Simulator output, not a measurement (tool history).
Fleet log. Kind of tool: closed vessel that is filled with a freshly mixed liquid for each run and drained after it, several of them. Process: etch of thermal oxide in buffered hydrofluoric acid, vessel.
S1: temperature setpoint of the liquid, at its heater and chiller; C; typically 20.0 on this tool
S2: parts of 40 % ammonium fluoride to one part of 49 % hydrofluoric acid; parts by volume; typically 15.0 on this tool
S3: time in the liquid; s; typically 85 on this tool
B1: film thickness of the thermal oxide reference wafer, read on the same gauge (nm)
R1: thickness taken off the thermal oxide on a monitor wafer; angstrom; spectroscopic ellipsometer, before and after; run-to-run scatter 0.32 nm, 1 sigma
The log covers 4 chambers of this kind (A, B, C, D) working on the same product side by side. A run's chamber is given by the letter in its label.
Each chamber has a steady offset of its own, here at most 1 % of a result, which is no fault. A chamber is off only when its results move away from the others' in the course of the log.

run,hour,S1,S2,S3,B1,R1
1C,3.2,20.0,15.0,85,69.998,502.39
2A,7.8,20.0,15.0,85,69.989,495.47
3D,11.8,20.0,15.0,85,70.002,494.99
4B,16.3,20.0,15.0,85,69.985,501.69
5C,20.9,20.0,15.0,110,69.989,651.73
6B,24.3,20.0,15.0,110,70.012,653.40
7A,27.9,20.0,15.0,110,70.011,647.19
# hour 32.8: chamber D: thermometer replaced
8D,34.4,20.0,15.0,110,69.989,641.38
# hour 35.8: chamber B: thermometer replaced
9B,40.6,20.0,10.5,85,69.975,706.62
10C,45.8,20.0,10.5,85,69.975,708.42
11D,52.0,20.0,10.5,85,69.984,705.86
12A,57.4,20.0,10.5,85,69.990,709.70
13C,61.2,20.0,15.0,120,69.997,714.49
14D,67.7,20.0,15.0,120,69.989,699.82
15B,72.6,20.0,15.0,120,69.998,715.60
16A,79.4,20.0,15.0,120,70.003,699.12
17B,85.5,23.0,19.0,85,69.988,474.37
18D,89.9,23.0,19.0,85,70.009,461.97
19A,95.2,23.0,19.0,85,70.007,457.53
20C,102.0,23.0,19.0,85,70.010,466.32
21D,105.5,20.0,15.0,85,69.988,498.98
22A,112.2,20.0,15.0,85,69.996,484.10
23C,117.8,20.0,15.0,85,70.001,501.79
24B,123.0,20.0,15.0,85,70.005,503.35
25D,126.3,20.0,15.0,85,69.990,502.16
26A,129.7,20.0,15.0,85,70.018,479.01
27B,135.4,22.5,15.0,85,70.002,574.31
28C,142.0,22.5,15.0,85,69.976,573.68
29D,148.9,22.5,15.0,85,70.012,569.84
30A,154.2,22.5,15.0,85,70.002,544.88
31B,160.1,20.0,15.0,85,69.981,509.02
32C,167.0,20.0,15.0,85,70.010,504.06
33C,172.1,20.0,15.0,85,69.994,503.83
34A,177.5,20.0,15.0,85,69.998,467.69
35D,183.4,20.0,15.0,85,69.990,494.19
36B,190.0,20.0,15.0,85,69.992,506.03
37A,195.9,20.0,15.0,55,69.988,298.65
38B,201.2,20.0,15.0,55,70.008,326.72
39D,205.3,20.0,15.0,55,69.990,320.38

Read the log: is a single chamber off, either drifting away or since a service, is the gauge that measures every chamber drifting, or is nothing wrong beyond small per-chamber offsets? Name any odd chamber and what most likely caused it.

Chamber A drifts away from the others.
Likeliest cause: hydrofluoric acid flow below the setpoint (%) = 9.15.
The log might look much the same if the cause were instead: liquid colder than its thermometer reads (K).

Which of the 4 candidates below, each the usual settings with something changed and its results left as question marks, puts chamber A back in line with what the other chambers give on the usual settings?
Allowed miss from the other chambers' usual-settings mean, per result, to count as in line: R1 11.00 angstrom
40A-1,210.5,20.0,12.5,85,,?
40A-2,210.5,19.5,16.0,85,,?
40A-3,210.5,20.0,14.5,90,,?
40A-4,210.5,19.0,17.0,85,,?

Average result of the remaining chambers running the usual settings: R1 501.04 angstrom
run,R1
40A-1,547.06
40A-2,416.08
40A-3,499.77
40A-4,381.01
Change 40A-3 lands the chamber within the allowed miss of the other chambers.

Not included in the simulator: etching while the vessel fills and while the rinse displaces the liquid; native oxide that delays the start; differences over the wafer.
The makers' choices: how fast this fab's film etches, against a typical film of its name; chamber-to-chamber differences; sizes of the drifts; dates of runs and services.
